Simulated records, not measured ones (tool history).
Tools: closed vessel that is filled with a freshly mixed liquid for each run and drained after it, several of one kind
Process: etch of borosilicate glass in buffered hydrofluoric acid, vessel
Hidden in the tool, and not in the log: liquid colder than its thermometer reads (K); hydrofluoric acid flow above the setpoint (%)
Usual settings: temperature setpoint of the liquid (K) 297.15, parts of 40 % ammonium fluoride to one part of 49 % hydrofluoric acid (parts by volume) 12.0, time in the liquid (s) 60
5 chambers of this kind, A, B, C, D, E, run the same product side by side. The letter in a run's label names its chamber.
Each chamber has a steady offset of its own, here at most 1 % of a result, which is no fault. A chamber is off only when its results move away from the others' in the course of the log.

| run | hour | temperature setpoint of the liquid (K) | parts of 40 % ammonium fluoride to one part of 49 % hydrofluoric acid (parts by volume) | time in the liquid (s) | hours since the thermometer was replaced | hours since the hydrofluoric acid flow meter was replaced | read-back film thickness of the borosilicate glass reference wafer, read on the same gauge (nm) | thickness taken off the borosilicate glass on a monitor wafer (angstrom) |
|---|---|---|---|---|---|---|---|---|
| 1C | 3.1 | 297.15 | 12.0 | 60 | 723.7 | 1151.3 | 70.009 | 627.31 |
| 2D | 7.7 | 297.15 | 12.0 | 60 | 1032.2 | 290.7 | 69.997 | 625.60 |
| 3A | 12.3 | 297.15 | 12.0 | 60 | 691.5 | 1395.7 | 70.012 | 632.68 |
| 4B | 16.1 | 297.15 | 12.0 | 60 | 1356.0 | 1013.9 | 69.994 | 635.71 |
| 5E | 19.1 | 297.15 | 9.5 | 60 | 293.5 | 541.9 | 70.018 | 779.56 |
| 6D | 23.6 | 297.15 | 9.5 | 60 | 1048.1 | 306.6 | 70.001 | 776.32 |
| 7A | 26.2 | 297.15 | 9.5 | 60 | 705.4 | 1409.6 | 69.981 | 780.35 |
| 8E | 29.1 | 297.15 | 9.5 | 60 | 303.5 | 551.9 | 70.010 | 776.38 |
| 9B | 32.9 | 297.15 | 9.5 | 60 | 1372.8 | 1030.7 | 70.003 | 783.09 |
| 10C | 37.3 | 297.15 | 12.0 | 60 | 757.9 | 1185.5 | 69.999 | 625.88 |
| 11E | 40.6 | 297.15 | 12.0 | 60 | 315.0 | 563.4 | 69.999 | 620.17 |
| 12B | 45.0 | 297.15 | 12.0 | 60 | 1384.9 | 1042.8 | 70.012 | 633.51 |
| 13D | 47.9 | 297.15 | 12.0 | 60 | 1072.4 | 330.9 | 69.986 | 629.73 |
| 14C | 52.8 | 298.65 | 12.0 | 60 | 773.4 | 1201.0 | 70.004 | 676.05 |
| 15A | 57.6 | 298.65 | 12.0 | 60 | 736.8 | 1441.0 | 70.000 | 685.59 |
| 16B | 61.2 | 298.65 | 12.0 | 60 | 1401.1 | 1059.0 | 70.003 | 683.25 |
| 17D | 64.5 | 298.65 | 12.0 | 60 | 1089.0 | 347.5 | 70.019 | 683.09 |
| 18A | 67.5 | 298.65 | 12.0 | 60 | 746.7 | 1450.9 | 69.987 | 674.94 |
| 19C | 72.4 | 301.15 | 17.0 | 60 | 793.0 | 1220.6 | 69.994 | 545.35 |
| 20E | 76.5 | 301.15 | 17.0 | 60 | 350.9 | 599.3 | 69.993 | 551.16 |
| 21B | 79.6 | 301.15 | 17.0 | 60 | 1419.5 | 1077.4 | 69.997 | 552.45 |
| 22E | 82.8 | 301.15 | 17.0 | 60 | 357.2 | 605.6 | 69.991 | 548.18 |
| 23C | 86.8 | 301.15 | 17.0 | 60 | 807.4 | 1235.0 | 69.987 | 547.04 |
| 24A | 91.4 | 297.15 | 12.0 | 60 | 770.6 | 1474.8 | 69.988 | 624.23 |
| 25D | 94.0 | 297.15 | 12.0 | 60 | 1118.5 | 377.0 | 70.001 | 624.04 |
| 26D | 96.6 | 297.15 | 12.0 | 60 | 1121.1 | 379.6 | 70.003 | 626.58 |
| 27B | 101.1 | 297.15 | 12.0 | 60 | 1441.0 | 1098.9 | 70.004 | 632.26 |
| 28E | 105.1 | 297.15 | 12.0 | 60 | 379.5 | 627.9 | 69.999 | 621.50 |
| 29C | 109.8 | 297.15 | 12.0 | 60 | 830.4 | 1258.0 | 70.003 | 625.61 |
| 30A | 112.3 | 297.15 | 12.0 | 60 | 791.5 | 1495.7 | 69.987 | 629.00 |
| 31A | 116.9 | 297.15 | 12.0 | 60 | 796.1 | 1500.3 | 70.003 | 628.20 |
| 32C | 121.2 | 297.15 | 12.0 | 60 | 841.8 | 1269.4 | 69.994 | 621.15 |
| 33D | 125.6 | 297.15 | 12.0 | 60 | 1150.1 | 408.6 | 69.985 | 629.47 |
| 34B | 130.2 | 297.15 | 12.0 | 35 | 1470.1 | 1128.0 | 69.992 | 367.98 |
| 35E | 133.6 | 297.15 | 12.0 | 35 | 408.0 | 656.4 | 70.005 | 363.69 |
| 36E | 138.1 | 297.15 | 12.0 | 35 | 412.5 | 660.9 | 70.003 | 367.20 |
| 37B | 140.9 | 297.15 | 12.0 | 35 | 1480.8 | 1138.7 | 69.999 | 369.97 |
| 38C | 144.1 | 297.15 | 12.0 | 35 | 864.7 | 1292.3 | 69.986 | 367.73 |

What goes on in this fleet: one chamber off, a drifting gauge, or nothing beyond the chambers' own small offsets? Name the chamber and the cause, if any.

No chamber stands off beyond its own small offset, and the gauge holds steady.

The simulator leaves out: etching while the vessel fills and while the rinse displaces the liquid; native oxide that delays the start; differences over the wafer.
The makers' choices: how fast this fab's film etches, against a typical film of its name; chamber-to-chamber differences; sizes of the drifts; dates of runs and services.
